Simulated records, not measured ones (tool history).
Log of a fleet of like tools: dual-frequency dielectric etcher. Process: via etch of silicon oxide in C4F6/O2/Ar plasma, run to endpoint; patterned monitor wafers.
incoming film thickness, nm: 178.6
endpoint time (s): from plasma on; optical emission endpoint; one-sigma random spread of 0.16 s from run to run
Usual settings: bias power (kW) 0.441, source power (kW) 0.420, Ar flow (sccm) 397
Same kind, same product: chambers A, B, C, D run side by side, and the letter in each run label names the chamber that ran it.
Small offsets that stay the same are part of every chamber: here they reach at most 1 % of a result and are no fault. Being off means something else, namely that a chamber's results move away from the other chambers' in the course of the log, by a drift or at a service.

| run | hour | bias power (kW) | source power (kW) | Ar flow (sccm) | endpoint time (s) |
|---|---|---|---|---|---|
|  | 12.9 | chamber C: wet clean of the chamber |
| 1C | 13.5 | 0.441 | 0.420 | 397 | 42.054 |
| 2B | 21.8 | 0.441 | 0.420 | 397 | 41.899 |
| 3D | 29.3 | 0.441 | 0.420 | 397 | 41.945 |
| 4A | 36.4 | 0.441 | 0.420 | 397 | 41.092 |
| 5C | 43.5 | 0.441 | 0.420 | 397 | 41.811 |
| 6B | 50.7 | 0.441 | 0.420 | 397 | 42.023 |
| 7A | 64.0 | 0.441 | 0.420 | 397 | 41.469 |
| 8D | 74.6 | 0.441 | 0.420 | 397 | 41.724 |
| 9B | 83.0 | 0.441 | 0.420 | 397 | 41.948 |
|  | 95.6 | chamber A: source power generator calibrated |
| 10C | 98.0 | 0.441 | 0.420 | 397 | 42.152 |
| 11D | 106.6 | 0.441 | 0.420 | 397 | 41.935 |
| 12A | 119.7 | 0.441 | 0.420 | 397 | 41.330 |
| 13A | 127.8 | 0.441 | 0.420 | 397 | 41.151 |
| 14D | 138.4 | 0.441 | 0.500 | 440 | 39.626 |
| 15B | 147.7 | 0.441 | 0.500 | 440 | 40.005 |
| 16C | 157.0 | 0.441 | 0.500 | 440 | 39.840 |
| 17A | 170.4 | 0.441 | 0.500 | 440 | 39.261 |
| 18C | 185.0 | 0.370 | 0.420 | 446 | 45.324 |
| 19D | 193.3 | 0.370 | 0.420 | 446 | 45.139 |
| 20B | 208.1 | 0.370 | 0.420 | 446 | 45.433 |
|  | 215.2 | chamber D: wet clean of the chamber |
| 21A | 219.8 | 0.370 | 0.420 | 446 | 44.737 |
| 22C | 228.5 | 0.441 | 0.420 | 397 | 41.753 |
| 23B | 243.1 | 0.441 | 0.420 | 397 | 42.474 |
| 24D | 250.9 | 0.441 | 0.420 | 397 | 41.640 |
| 25A | 257.5 | 0.441 | 0.420 | 397 | 41.550 |
| 26D | 266.2 | 0.441 | 0.420 | 397 | 41.860 |
| 27C | 281.0 | 0.369 | 0.370 | 397 | 47.213 |
| 28B | 290.3 | 0.369 | 0.370 | 397 | 47.512 |
|  | 297.5 | chamber B: Ar flow controller replaced |
| 29B | 302.2 | 0.369 | 0.370 | 397 | 47.920 |
| 30C | 316.3 | 0.369 | 0.370 | 397 | 46.790 |
| 31A | 331.2 | 0.441 | 0.420 | 397 | 41.381 |
| 32D | 338.0 | 0.441 | 0.420 | 397 | 41.460 |
| 33C | 349.1 | 0.441 | 0.350 | 443 | 45.534 |
| 34B | 355.9 | 0.441 | 0.350 | 443 | 46.709 |
| 35D | 370.3 | 0.441 | 0.350 | 443 | 45.246 |

Each of the 4 chambers runs these same settings next. Fill in every chamber's results:
| 36A | 381.1 | 0.441 | 0.480 | 397 | ? |
| 36B | 381.1 | 0.441 | 0.480 | 397 | ? |
| 36C | 381.1 | 0.441 | 0.480 | 397 | ? |
| 36D | 381.1 | 0.441 | 0.480 | 397 | ? |

| run | endpoint time (s) |
|---|---|
| 36A | 39.408 |
| 36B | 41.172 |
| 36C | 39.774 |
| 36D | 39.637 |
